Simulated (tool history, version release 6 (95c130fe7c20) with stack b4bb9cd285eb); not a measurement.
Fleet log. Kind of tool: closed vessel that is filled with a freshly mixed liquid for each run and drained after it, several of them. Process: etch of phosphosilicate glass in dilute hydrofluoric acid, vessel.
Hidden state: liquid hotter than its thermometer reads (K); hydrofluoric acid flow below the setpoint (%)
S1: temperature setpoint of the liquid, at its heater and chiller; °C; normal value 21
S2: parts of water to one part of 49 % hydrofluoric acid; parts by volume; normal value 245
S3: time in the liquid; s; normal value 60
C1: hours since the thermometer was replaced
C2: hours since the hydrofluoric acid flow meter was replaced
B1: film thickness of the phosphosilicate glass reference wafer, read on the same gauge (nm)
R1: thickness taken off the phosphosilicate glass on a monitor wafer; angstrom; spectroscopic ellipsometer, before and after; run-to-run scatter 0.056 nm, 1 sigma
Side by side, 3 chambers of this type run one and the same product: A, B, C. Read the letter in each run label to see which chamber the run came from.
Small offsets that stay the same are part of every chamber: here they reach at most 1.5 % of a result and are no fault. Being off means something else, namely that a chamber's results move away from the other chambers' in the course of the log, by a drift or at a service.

| run | hour | S1 | S2 | S3 | C1 | C2 | B1 | R1 |
|---|---|---|---|---|---|---|---|---|
| 1C | 12.9 | 21 | 245 | 60 | 894.0 | 346.2 | 69.997 | 120.62 |
| 2B | 25.0 | 21 | 245 | 60 | 1349.1 | 452.2 | 69.983 | 122.23 |
| 3A | 32.8 | 21 | 245 | 60 | 573.6 | 1830.0 | 70.012 | 122.13 |
| 4A | 42.8 | 21 | 245 | 60 | 583.6 | 1840.0 | 70.004 | 122.03 |
| 5C | 49.4 | 21 | 245 | 60 | 930.5 | 382.7 | 69.992 | 121.18 |
| 6B | 60.1 | 21 | 245 | 60 | 1384.2 | 487.3 | 69.981 | 120.96 |
| 7C | 67.4 | 21 | 170 | 60 | 948.5 | 400.7 | 70.016 | 187.62 |
| 8B | 74.4 | 21 | 170 | 60 | 1398.5 | 501.6 | 70.015 | 191.01 |
| 9A | 82.6 | 21 | 170 | 60 | 623.4 | 1879.8 | 70.006 | 190.45 |
| 10B | 88.4 | 21 | 245 | 60 | 1412.5 | 515.6 | 70.014 | 121.16 |
| 11A | 98.7 | 21 | 245 | 60 | 639.5 | 1895.9 | 70.000 | 122.11 |
| 12C | 110.0 | 21 | 245 | 60 | 991.1 | 443.3 | 69.980 | 120.78 |
| 13C | 120.5 | 21 | 245 | 60 | 1001.6 | 453.8 | 69.992 | 121.07 |
| 14B | 129.0 | 21 | 245 | 60 | 1453.1 | 556.2 | 69.996 | 121.01 |
| 15A | 136.2 | 21 | 245 | 60 | 677.0 | 1933.4 | 69.999 | 121.51 |
| 16A | 144.9 | 21 | 245 | 60 | 685.7 | 1942.1 | 70.010 | 122.32 |
| 17B | 151.3 | 21 | 245 | 60 | 1475.4 | 578.5 | 70.006 | 120.99 |
| 18C | 164.2 | 21 | 245 | 60 | 1045.3 | 497.5 | 69.991 | 120.88 |
| 19B | 170.2 | 21 | 245 | 60 | 1494.3 | 597.4 | 70.021 | 120.17 |
| 20A | 181.9 | 21 | 245 | 60 | 722.7 | 1979.1 | 69.980 | 121.13 |
| 21C | 187.7 | 21 | 245 | 60 | 1068.8 | 521.0 | 69.974 | 120.53 |
| 22A | 200.3 | 21 | 245 | 60 | 741.1 | 1997.5 | 69.985 | 121.95 |
| 23B | 211.0 | 21 | 245 | 60 | 1535.1 | 638.2 | 69.996 | 121.87 |
| 24C | 219.2 | 21 | 245 | 60 | 1100.3 | 552.5 | 69.973 | 122.23 |
| 25C | 231.2 | 23 | 245 | 60 | 1112.3 | 564.5 | 69.995 | 130.77 |
| 26B | 240.4 | 23 | 245 | 60 | 1564.5 | 667.6 | 70.008 | 131.11 |
| 27A | 250.6 | 23 | 245 | 60 | 791.4 | 2047.8 | 69.998 | 129.85 |
| 28C | 258.2 | 21 | 245 | 60 | 1139.3 | 591.5 | 70.007 | 120.94 |
| 29A | 266.5 | 21 | 245 | 60 | 807.3 | 2063.7 | 69.997 | 123.03 |
| 30B | 273.4 | 21 | 245 | 60 | 1597.5 | 700.6 | 69.960 | 121.39 |
| 31C | 281.8 | 21 | 245 | 60 | 1162.9 | 615.1 | 70.019 | 120.92 |
| 32A | 293.1 | 21 | 245 | 60 | 833.9 | 2090.3 | 69.999 | 121.86 |
| 33B | 299.8 | 21 | 245 | 60 | 1623.9 | 727.0 | 70.024 | 121.53 |
| 34A | 306.2 | 21 | 245 | 60 | 847.0 | 2103.4 | 70.006 | 121.98 |
| 35C | 319.1 | 21 | 245 | 60 | 1200.2 | 652.4 | 69.989 | 120.89 |

Predict what each chamber gives when all 3 of them run the settings below next.
| 36A | 328.6 | 21 | 245 | 60 |  |  |  | ? |
| 36B | 328.6 | 21 | 245 | 60 |  |  |  | ? |
| 36C | 328.6 | 21 | 245 | 60 |  |  |  | ? |

| run | R1 |
|---|---|
| 36A | 122.87 |
| 36B | 120.39 |
| 36C | 120.69 |
